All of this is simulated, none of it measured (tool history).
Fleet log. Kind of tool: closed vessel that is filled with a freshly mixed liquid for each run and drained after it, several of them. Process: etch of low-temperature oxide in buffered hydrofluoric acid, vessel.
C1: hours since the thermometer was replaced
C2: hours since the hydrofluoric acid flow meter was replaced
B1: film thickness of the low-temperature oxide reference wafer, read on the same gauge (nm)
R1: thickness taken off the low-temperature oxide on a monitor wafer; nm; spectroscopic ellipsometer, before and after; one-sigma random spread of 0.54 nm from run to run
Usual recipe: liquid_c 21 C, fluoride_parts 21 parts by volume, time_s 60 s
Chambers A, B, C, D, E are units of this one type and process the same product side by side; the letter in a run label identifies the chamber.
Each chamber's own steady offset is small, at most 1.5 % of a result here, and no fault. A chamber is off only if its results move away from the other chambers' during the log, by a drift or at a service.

run 1E hour=9.4 | liquid_c=21 fluoride_parts=21 time_s=60 | C1=2793.6 C2=122.7 | B1=139.98 | R1=166.72
run 2D hour=18.8 | liquid_c=21 fluoride_parts=21 time_s=60 | C1=584.6 C2=920.9 | B1=139.99 | R1=164.59
run 3C hour=28.6 | liquid_c=21 fluoride_parts=21 time_s=60 | C1=841.7 C2=818.9 | B1=139.98 | R1=166.14
run 4B hour=37.8 | liquid_c=21 fluoride_parts=21 time_s=60 | C1=691.4 C2=147.4 | B1=140.02 | R1=164.79
run 5A hour=44.3 | liquid_c=25 fluoride_parts=21 time_s=60 | C1=609.2 C2=402.8 | B1=139.99 | R1=204.69
run 6A hour=52.8 | liquid_c=25 fluoride_parts=21 time_s=60 | C1=617.7 C2=411.3 | B1=140.01 | R1=203.35
run 7C hour=62.1 | liquid_c=25 fluoride_parts=21 time_s=60 | C1=875.2 C2=852.4 | B1=140.01 | R1=206.93
run 8B hour=69.7 | liquid_c=25 fluoride_parts=21 time_s=60 | C1=723.3 C2=179.3 | B1=140.00 | R1=206.32
run 9D hour=81.0 | liquid_c=25 fluoride_parts=21 time_s=60 | C1=646.8 C2=983.1 | B1=139.98 | R1=205.70
run 10E hour=93.8 | liquid_c=21 fluoride_parts=21 time_s=60 | C1=2878.0 C2=207.1 | B1=140.00 | R1=166.98
run 11D hour=100.2 | liquid_c=21 fluoride_parts=21 time_s=60 | C1=666.0 C2=1002.3 | B1=140.01 | R1=165.20
run 12E hour=106.7 | liquid_c=21 fluoride_parts=21 time_s=45 | C1=2890.9 C2=220.0 | B1=140.00 | R1=125.94
run 13C hour=115.5 | liquid_c=21 fluoride_parts=21 time_s=45 | C1=928.6 C2=905.8 | B1=139.99 | R1=123.93
run 14A hour=128.6 | liquid_c=21 fluoride_parts=21 time_s=45 | C1=693.5 C2=487.1 | B1=140.00 | R1=120.88
run 15B hour=135.8 | liquid_c=21 fluoride_parts=21 time_s=45 | C1=789.4 C2=245.4 | B1=139.99 | R1=123.63
run 16D hour=146.9 | liquid_c=21 fluoride_parts=21 time_s=45 | C1=712.7 C2=1049.0 | B1=140.02 | R1=123.23
run 17E hour=156.6 | liquid_c=21 fluoride_parts=21 time_s=60 | C1=2940.8 C2=269.9 | B1=139.98 | R1=166.70
-- hour=162.0 chamber E: thermometer replaced
run 18B hour=167.9 | liquid_c=21 fluoride_parts=21 time_s=60 | C1=821.5 C2=277.5 | B1=140.00 | R1=165.58
run 19A hour=181.5 | liquid_c=21 fluoride_parts=21 time_s=60 | C1=746.4 C2=540.0 | B1=140.01 | R1=160.78
run 20C hour=195.1 | liquid_c=21 fluoride_parts=21 time_s=60 | C1=1008.2 C2=985.4 | B1=140.02 | R1=165.30
run 21A hour=202.4 | liquid_c=21 fluoride_parts=21 time_s=60 | C1=767.3 C2=560.9 | B1=139.99 | R1=159.42
run 22D hour=211.3 | liquid_c=25 fluoride_parts=21 time_s=35 | C1=777.1 C2=1113.4 | B1=140.00 | R1=120.63
-- hour=222.4 chamber D: hydrofluoric acid flow meter replaced
run 23E hour=224.6 | liquid_c=25 fluoride_parts=21 time_s=35 | C1=62.7 C2=337.9 | B1=140.00 | R1=121.67
run 24C hour=236.7 | liquid_c=25 fluoride_parts=21 time_s=35 | C1=1049.8 C2=1027.0 | B1=140.01 | R1=120.52
run 25B hour=244.3 | liquid_c=25 fluoride_parts=21 time_s=35 | C1=897.9 C2=353.9 | B1=140.01 | R1=120.75
run 26E hour=255.9 | liquid_c=25 fluoride_parts=21 time_s=35 | C1=94.0 C2=369.2 | B1=139.99 | R1=121.55
run 27A hour=268.2 | liquid_c=21 fluoride_parts=21 time_s=60 | C1=833.1 C2=626.7 | B1=139.99 | R1=158.61
run 28C hour=277.2 | liquid_c=21 fluoride_parts=21 time_s=60 | C1=1090.3 C2=1067.5 | B1=140.01 | R1=165.09
run 29B hour=285.9 | liquid_c=21 fluoride_parts=21 time_s=60 | C1=939.5 C2=395.5 | B1=140.02 | R1=165.02
run 30D hour=295.6 | liquid_c=21 fluoride_parts=21 time_s=60 | C1=861.4 C2=73.3 | B1=139.99 | R1=164.13
-- hour=299.3 chamber C: thermometer replaced
run 31A hour=307.9 | liquid_c=21 fluoride_parts=21 time_s=60 | C1=872.8 C2=666.4 | B1=140.01 | R1=157.25
run 32E hour=314.2 | liquid_c=21 fluoride_parts=21 time_s=60 | C1=152.3 C2=427.5 | B1=140.01 | R1=166.76
run 33B hour=323.7 | liquid_c=21 fluoride_parts=21 time_s=60 | C1=977.3 C2=433.3 | B1=140.00 | R1=165.46
run 34D hour=335.2 | liquid_c=21 fluoride_parts=21 time_s=60 | C1=901.0 C2=112.9 | B1=139.99 | R1=163.92
run 35C hour=348.3 | liquid_c=21 fluoride_parts=21 time_s=60 | C1=49.0 C2=1138.6 | B1=139.99 | R1=165.96
run 36C hour=357.5 | liquid_c=21 fluoride_parts=21 time_s=60 | C1=58.2 C2=1147.8 | B1=140.00 | R1=165.99
run 37B hour=369.2 | liquid_c=21 fluoride_parts=21 time_s=60 | C1=1022.8 C2=478.8 | B1=139.99 | R1=165.78

Next, all 5 chambers run the settings below, one line each with question marks for the results. What does each chamber give?
run 38A hour=379.3 | liquid_c=21 fluoride_parts=21 time_s=60 | R1=?
run 38B hour=379.3 | liquid_c=21 fluoride_parts=21 time_s=60 | R1=?
run 38C hour=379.3 | liquid_c=21 fluoride_parts=21 time_s=60 | R1=?
run 38D hour=379.3 | liquid_c=21 fluoride_parts=21 time_s=60 | R1=?
run 38E hour=379.3 | liquid_c=21 fluoride_parts=21 time_s=60 | R1=?

run=38A R1=156.68
run=38B R1=165.77
run=38C R1=165.80
run=38D R1=164.73
run=38E R1=166.42
